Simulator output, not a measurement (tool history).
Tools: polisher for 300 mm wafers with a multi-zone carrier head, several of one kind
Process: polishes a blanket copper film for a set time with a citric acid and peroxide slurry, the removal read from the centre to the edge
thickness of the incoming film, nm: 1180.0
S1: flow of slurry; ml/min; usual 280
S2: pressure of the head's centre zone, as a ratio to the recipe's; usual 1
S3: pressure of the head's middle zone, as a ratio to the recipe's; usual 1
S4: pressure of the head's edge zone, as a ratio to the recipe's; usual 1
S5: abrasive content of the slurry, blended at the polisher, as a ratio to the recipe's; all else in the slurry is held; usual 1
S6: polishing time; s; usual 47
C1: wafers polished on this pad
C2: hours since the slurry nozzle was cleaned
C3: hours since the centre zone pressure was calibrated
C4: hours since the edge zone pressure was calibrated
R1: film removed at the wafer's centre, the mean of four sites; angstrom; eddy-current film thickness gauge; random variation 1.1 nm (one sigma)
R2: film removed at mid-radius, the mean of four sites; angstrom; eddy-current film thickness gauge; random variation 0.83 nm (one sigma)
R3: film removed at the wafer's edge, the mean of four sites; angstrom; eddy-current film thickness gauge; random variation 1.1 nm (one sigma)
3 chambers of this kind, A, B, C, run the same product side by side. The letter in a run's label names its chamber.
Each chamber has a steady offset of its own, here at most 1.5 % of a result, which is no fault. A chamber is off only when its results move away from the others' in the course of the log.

run  hour   S1    S2  S3    S4    S5  S6   C1     C2      C3     C4      R1      R2      R3
 1B   3.2  280     1   1     1     1  47  462    239     726  155.3  1216.8  1224.1  1243.8
 2A   7.6  280     1   1     1     1  47  234  501.3  1179.7  302.3  1243.5  1237.7  1238.6
 3C  11.7  280     1   1     1     1  47  700  359.5   142.6   79.2  1219.8  1240.7    1229
 4B  14.1  280     1   1     1     1  47  532  249.9   736.9  166.2  1217.6  1230.1  1242.1
 5A  17.8  280     1   1     1  1.25  47  299  511.5  1189.9  312.5  1305.9  1311.7  1321.6
 6C  20.2  280     1   1     1  1.25  47  754    368   151.1   87.7  1294.5  1295.3    1280
 7B  23.6  280     1   1     1  1.25  47  592  259.4   746.4  175.7    1275  1291.6    1300
 8C  28.1  280     1   1     1     1  47  804  375.9     159   95.6  1219.2  1248.2  1253.7
 9A  32.7  280     1   1     1     1  47  394  526.4  1204.8  327.4  1235.1  1232.1  1243.7
     33.9  -- chamber A: centre zone pressure recalibrated
10A  36.8  210     1   1  1.06     1  47  420  530.5       3  331.5  1089.3  1207.9  1236.2
11B  40.9  210     1   1  1.06     1  47  703  276.7   763.7    193  1171.7  1194.1  1262.3
12C  43.7  210     1   1  1.06     1  47  904  391.5   174.6  111.2  1173.6  1203.9  1228.2
13C  45.8  280     1   1     1     1  47  917  393.6   176.7  113.3  1217.8  1231.4  1249.1
14B  48.4  280  1.06   1     1     1  47  750  284.2   771.2  200.5  1302.3  1224.6  1237.8
     50.8  -- chamber B: worn pad replaced by a new one
15A  52.9  280  1.06   1     1     1  47  522  546.6    19.1  347.6  1197.9  1236.5  1242.4
16C  56.7  280  1.06   1     1     1  47  987  404.5   187.6  124.2  1283.1  1235.5  1244.5
17A  59.9  280     1   1     1     1  47  567  553.6    26.1  354.6  1128.3  1239.7  1260.8
18B  63.6  280     1   1     1     1  47   81  299.4   786.4  215.7  1221.8  1242.9  1233.8
     63.8  -- chamber C: slurry nozzle cleaned
19A  68.3  280     1   1     1     1  47  620    562    34.5    363    1145  1245.2  1257.3
     69.7  -- chamber C: worn pad replaced by a new one
20B    72  280     1   1     1     1  47  135  307.8   794.8  224.1  1216.1    1227  1221.3
21C  74.5  280     1   1     1     1  47   30   10.7   205.4    142  1247.2  1248.4  1238.3
22A  77.3  280     1   1     1     1  47  678    571    43.5    372  1152.9  1241.9  1246.6
23B  81.9  280     1   1     1     1  47  198  317.7   804.7    234  1217.5  1216.1  1234.9
24C  85.3  280     1   1     1     1  47   99   21.5   216.2  152.8  1232.1  1253.9  1248.5
25A  89.2  280     1   1     1     1  47  753  582.9    55.4  383.9  1139.4  1243.2  1225.6
26C  91.7  280     1   1     1     1  47  140   27.9   222.6  159.2  1231.8    1241  1243.2
27B  94.8  280     1   1     1     1  47  280  330.6   817.6  246.9  1225.4  1233.6  1229.4
28C  98.4  205     1   1  0.95     1  47  182   34.6   229.3  165.9  1178.3  1199.3  1175.2

Is one chamber off against the others, does the gauge drift, or is nothing wrong? If a chamber is off, say which, and what the likeliest cause is.

A service left chamber A off against the others.
Cause: centre zone's pressure below its setpoint, % = 7.22.

Here are 4 candidates for chamber A's next run, each the usual settings with a change, their results left as question marks. Which one brings its results back in line with what the others give on the usual settings?
In line means no further than this from the other chambers' mean on the usual settings: R1 38 angstrom; R2 29 angstrom; R3 40 angstrom
29A-1  101.8  285  1.06  0.99  0.98   1  47                   ?   ?   ?
29A-2  101.8  280  1.02     1  0.99   1  47                   ?   ?   ?
29A-3  101.8  275  0.94  1.01  1.02   1  47                   ?   ?   ?
29A-4  101.8  280  0.98     1  1.01   1  47                   ?   ?   ?

The other chambers' mean on the usual settings: R1 1223.9 angstrom; R2 1239.3 angstrom; R3 1240.9 angstrom
  run      R1      R2      R3
29A-1  1222.4  1244.1  1223.8
29A-2  1169.1  1253.5  1228.4
29A-3    1065    1263  1245.8
29A-4  1118.1  1253.7  1241.3
29A-1 brings the chamber back in line.
